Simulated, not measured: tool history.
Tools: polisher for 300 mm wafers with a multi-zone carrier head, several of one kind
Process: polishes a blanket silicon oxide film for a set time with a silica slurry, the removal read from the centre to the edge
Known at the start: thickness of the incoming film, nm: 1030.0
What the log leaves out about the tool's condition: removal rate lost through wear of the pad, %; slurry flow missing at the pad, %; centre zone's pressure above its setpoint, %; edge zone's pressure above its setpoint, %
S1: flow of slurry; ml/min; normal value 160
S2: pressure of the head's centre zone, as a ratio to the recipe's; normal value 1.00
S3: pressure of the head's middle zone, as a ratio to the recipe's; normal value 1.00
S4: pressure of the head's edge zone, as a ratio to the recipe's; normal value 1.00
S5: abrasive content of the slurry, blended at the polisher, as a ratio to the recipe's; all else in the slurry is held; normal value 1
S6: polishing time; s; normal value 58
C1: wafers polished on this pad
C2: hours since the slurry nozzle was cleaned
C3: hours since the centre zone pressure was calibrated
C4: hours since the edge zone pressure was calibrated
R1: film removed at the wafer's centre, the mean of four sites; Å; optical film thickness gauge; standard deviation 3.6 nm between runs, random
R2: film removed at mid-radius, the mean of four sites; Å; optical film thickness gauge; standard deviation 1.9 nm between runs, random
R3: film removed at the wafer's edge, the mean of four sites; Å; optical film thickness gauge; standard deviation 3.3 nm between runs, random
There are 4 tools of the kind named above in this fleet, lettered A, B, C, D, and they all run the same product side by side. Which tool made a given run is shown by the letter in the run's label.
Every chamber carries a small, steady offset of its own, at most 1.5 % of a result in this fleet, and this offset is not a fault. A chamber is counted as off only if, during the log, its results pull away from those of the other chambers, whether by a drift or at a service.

{"run": "1C", "day": 0.375, "S1": 160, "S2": 1.0, "S3": 1.0, "S4": 1.0, "S5": 1, "S6": 58, "C1": 319, "C2": 9.1, "C3": 328.1, "C4": 265.4, "R1": 2448.0, "R2": 2449.0, "R3": 2442.7}
{"run": "2B", "day": 0.862, "S1": 160, "S2": 1.0, "S3": 1.0, "S4": 1.0, "S5": 1, "S6": 58, "C1": 525, "C2": 624.3, "C3": 228.5, "C4": 382.7, "R1": 2446.9, "R2": 2466.1, "R3": 2440.6}
{"run": "3A", "day": 1.229, "S1": 160, "S2": 1.0, "S3": 1.0, "S4": 1.0, "S5": 1, "S6": 58, "C1": 870, "C2": 202.6, "C3": 1021.1, "C4": 226.7, "R1": 2539.5, "R2": 2443.5, "R3": 2426.2}
{"day": 1.446, "done": "chamber B: worn pad replaced by a new one"}
{"run": "4D", "day": 1.633, "S1": 160, "S2": 1.0, "S3": 1.0, "S4": 1.0, "S5": 1, "S6": 58, "C1": 1308, "C2": 329.7, "C3": 1090.3, "C4": 518.0, "R1": 2409.3, "R2": 2415.2, "R3": 2454.1}
{"day": 1.679, "done": "chamber D: worn pad replaced by a new one"}
{"run": "5B", "day": 2.042, "S1": 160, "S2": 1.0, "S3": 1.0, "S4": 1.0, "S5": 1, "S6": 58, "C1": 111, "C2": 652.6, "C3": 256.8, "C4": 411.0, "R1": 2482.0, "R2": 2467.2, "R3": 2450.9}
{"run": "6C", "day": 2.538, "S1": 160, "S2": 1.0, "S3": 1.11, "S4": 1.0, "S5": 1, "S6": 49, "C1": 723, "C2": 61.0, "C3": 380.0, "C4": 317.3, "R1": 2045.3, "R2": 2250.0, "R3": 2091.6}
{"run": "7D", "day": 2.904, "S1": 160, "S2": 1.0, "S3": 1.11, "S4": 1.0, "S5": 1, "S6": 49, "C1": 228, "C2": 360.2, "C3": 1120.8, "C4": 548.5, "R1": 2084.4, "R2": 2272.0, "R3": 2069.5}
{"day": 2.971, "done": "chamber C: edge zone pressure recalibrated"}
{"day": 3.279, "done": "chamber D: slurry nozzle cleaned"}
{"run": "8A", "day": 3.512, "S1": 160, "S2": 1.0, "S3": 1.11, "S4": 1.0, "S5": 1, "S6": 49, "C1": 1296, "C2": 257.4, "C3": 1075.9, "C4": 281.5, "R1": 2055.1, "R2": 2262.7, "R3": 2102.8}
{"run": "9C", "day": 3.912, "S1": 160, "S2": 1.0, "S3": 1.11, "S4": 1.0, "S5": 1, "S6": 49, "C1": 979, "C2": 94.0, "C3": 413.0, "C4": 22.6, "R1": 2061.2, "R2": 2260.3, "R3": 2063.6}
{"run": "10A", "day": 4.192, "S1": 160, "S2": 1.0, "S3": 1.0, "S4": 1.0, "S5": 1, "S6": 58, "C1": 1423, "C2": 273.7, "C3": 1092.2, "C4": 297.8, "R1": 2423.8, "R2": 2417.3, "R3": 2427.7}
{"run": "11D", "day": 4.604, "S1": 160, "S2": 1.0, "S3": 1.0, "S4": 1.0, "S5": 1, "S6": 58, "C1": 545, "C2": 31.8, "C3": 1161.6, "C4": 589.3, "R1": 2487.4, "R2": 2440.7, "R3": 2462.1}
{"day": 5.071, "done": "chamber C: worn pad replaced by a new one"}
{"day": 5.121, "done": "chamber B: worn pad replaced by a new one"}
{"run": "12B", "day": 5.162, "S1": 160, "S2": 1.0, "S3": 1.0, "S4": 1.0, "S5": 1, "S6": 58, "C1": 8, "C2": 727.5, "C3": 331.7, "C4": 485.9, "R1": 2443.8, "R2": 2471.9, "R3": 2420.8}
{"run": "13D", "day": 5.546, "S1": 160, "S2": 1.0, "S3": 1.0, "S4": 1.0, "S5": 1, "S6": 58, "C1": 721, "C2": 54.4, "C3": 1184.2, "C4": 611.9, "R1": 2437.9, "R2": 2438.4, "R3": 2428.6}
{"run": "14C", "day": 6.054, "S1": 160, "S2": 1.0, "S3": 1.0, "S4": 1.0, "S5": 1, "S6": 58, "C1": 183, "C2": 145.4, "C3": 464.4, "C4": 74.0, "R1": 2469.1, "R2": 2435.2, "R3": 2417.2}
{"day": 6.292, "done": "chamber D: centre zone pressure recalibrated"}
{"run": "15A", "day": 6.45, "S1": 160, "S2": 1.0, "S3": 1.0, "S4": 1.0, "S5": 1, "S6": 58, "C1": 1844, "C2": 327.9, "C3": 1146.4, "C4": 352.0, "R1": 2342.4, "R2": 2329.7, "R3": 2324.2}
{"run": "16B", "day": 6.846, "S1": 160, "S2": 0.96, "S3": 1.0, "S4": 0.91, "S5": 1, "S6": 58, "C1": 321, "C2": 767.9, "C3": 372.1, "C4": 526.3, "R1": 2373.3, "R2": 2461.8, "R3": 2313.7}
{"run": "17B", "day": 7.175, "S1": 160, "S2": 0.96, "S3": 1.0, "S4": 0.91, "S5": 1, "S6": 58, "C1": 383, "C2": 775.8, "C3": 380.0, "C4": 534.2, "R1": 2397.9, "R2": 2440.1, "R3": 2331.4}
{"run": "18C", "day": 7.55, "S1": 160, "S2": 0.96, "S3": 1.0, "S4": 0.91, "S5": 1, "S6": 58, "C1": 462, "C2": 181.3, "C3": 500.3, "C4": 109.9, "R1": 2369.9, "R2": 2434.4, "R3": 2298.3}
{"run": "19D", "day": 7.917, "S1": 160, "S2": 0.96, "S3": 1.0, "S4": 0.91, "S5": 1, "S6": 58, "C1": 1163, "C2": 111.3, "C3": 39.0, "C4": 668.8, "R1": 2351.0, "R2": 2461.9, "R3": 2348.3}
{"day": 7.988, "done": "chamber B: edge zone pressure recalibrated"}
{"day": 8.329, "done": "chamber B: slurry nozzle cleaned"}
{"run": "20A", "day": 8.454, "S1": 160, "S2": 1.0, "S3": 1.0, "S4": 1.0, "S5": 1, "S6": 58, "C1": 2217, "C2": 376.0, "C3": 1194.5, "C4": 400.1, "R1": 2279.0, "R2": 2191.7, "R3": 2224.2}
{"run": "21C", "day": 8.725, "S1": 160, "S2": 1.0, "S3": 1.0, "S4": 1.0, "S5": 1, "S6": 58, "C1": 681, "C2": 209.5, "C3": 528.5, "C4": 138.1, "R1": 2471.2, "R2": 2482.2, "R3": 2438.1}
{"run": "22D", "day": 9.025, "S1": 160, "S2": 1.0, "S3": 0.93, "S4": 1.0, "S5": 1, "S6": 67, "C1": 1370, "C2": 137.9, "C3": 65.6, "C4": 695.4, "R1": 2871.5, "R2": 2634.6, "R3": 2850.9}
{"day": 9.254, "done": "chamber B: worn pad replaced by a new one"}
{"run": "23B", "day": 9.292, "S1": 160, "S2": 1.0, "S3": 0.93, "S4": 1.0, "S5": 1, "S6": 67, "C1": 7, "C2": 23.1, "C3": 430.8, "C4": 31.3, "R1": 2845.9, "R2": 2681.1, "R3": 2876.1}
{"run": "24A", "day": 9.8, "S1": 160, "S2": 1.0, "S3": 0.93, "S4": 1.0, "S5": 1, "S6": 67, "C1": 2468, "C2": 408.3, "C3": 1226.8, "C4": 432.4, "R1": 2568.6, "R2": 2337.6, "R3": 2568.4}
{"day": 10.342, "done": "chamber D: worn pad replaced by a new one"}
{"run": "25D", "day": 10.404, "S1": 160, "S2": 1.0, "S3": 0.93, "S4": 1.0, "S5": 1, "S6": 67, "C1": 11, "C2": 171.0, "C3": 98.7, "C4": 728.5, "R1": 2848.4, "R2": 2651.8, "R3": 2948.9}
{"day": 10.671, "done": "chamber A: slurry nozzle cleaned"}
{"run": "26A", "day": 10.904, "S1": 160, "S2": 1.0, "S3": 1.0, "S4": 1.0, "S5": 1, "S6": 58, "C1": 2674, "C2": 5.7, "C3": 1253.3, "C4": 458.9, "R1": 2163.9, "R2": 2119.5, "R3": 2125.4}
{"run": "27B", "day": 11.179, "S1": 160, "S2": 1.0, "S3": 1.0, "S4": 1.0, "S5": 1, "S6": 58, "C1": 359, "C2": 68.4, "C3": 476.1, "C4": 76.6, "R1": 2455.6, "R2": 2461.0, "R3": 2451.0}
{"day": 11.208, "done": "chamber C: worn pad replaced by a new one"}
{"run": "28C", "day": 11.521, "S1": 160, "S2": 1.0, "S3": 1.0, "S4": 1.0, "S5": 1, "S6": 58, "C1": 58, "C2": 276.6, "C3": 595.6, "C4": 205.2, "R1": 2456.1, "R2": 2484.4, "R3": 2474.5}

One chamber off, gauge drift, or nothing amiss beyond the chambers' own small offsets? If it is a chamber, which one, and what is the likeliest cause?

One chamber, A, drifts off from the rest bit by bit.
Most likely cause: removal rate lost through wear of the pad, % = 14.1.

Here are 4 candidates for chamber A's next run, each the usual settings with a change, their results left as question marks. Which one brings its results back in line with what the others give on the usual settings?
A result is in line if it is within this distance of the other chambers' mean on the usual settings: R1 130.0 Å; R2 65.0 Å; R3 120.0 Å
{"run": "29A-1", "day": 11.962, "S1": 160, "S2": 1.01, "S3": 0.99, "S4": 0.99, "S5": 0.95, "S6": 51, "R1": "?", "R2": "?", "R3": "?"}
{"run": "29A-2", "day": 11.962, "S1": 160, "S2": 0.99, "S3": 1.0, "S4": 1.01, "S5": 1.0, "S6": 62, "R1": "?", "R2": "?", "R3": "?"}
{"run": "29A-3", "day": 11.962, "S1": 160, "S2": 1.0, "S3": 1.0, "S4": 1.0, "S5": 1.0, "S6": 55, "R1": "?", "R2": "?", "R3": "?"}
{"run": "29A-4", "day": 11.962, "S1": 160, "S2": 0.99, "S3": 1.0, "S4": 1.01, "S5": 1.05, "S6": 66, "R1": "?", "R2": "?", "R3": "?"}

The other chambers' mean on the usual settings: R1 2461.1 Å; R2 2448.2 Å; R3 2453.2 Å
run=29A-1 R1=1851.1 R2=1769.9 R3=1774.9
run=29A-2 R1=2256.1 R2=2224.5 R3=2233.1
run=29A-3 R1=2023.2 R2=1973.2 R3=1970.7
run=29A-4 R1=2455.7 R2=2421.3 R3=2430.6
Change 29A-4 lands the chamber within the allowed miss of the other chambers.

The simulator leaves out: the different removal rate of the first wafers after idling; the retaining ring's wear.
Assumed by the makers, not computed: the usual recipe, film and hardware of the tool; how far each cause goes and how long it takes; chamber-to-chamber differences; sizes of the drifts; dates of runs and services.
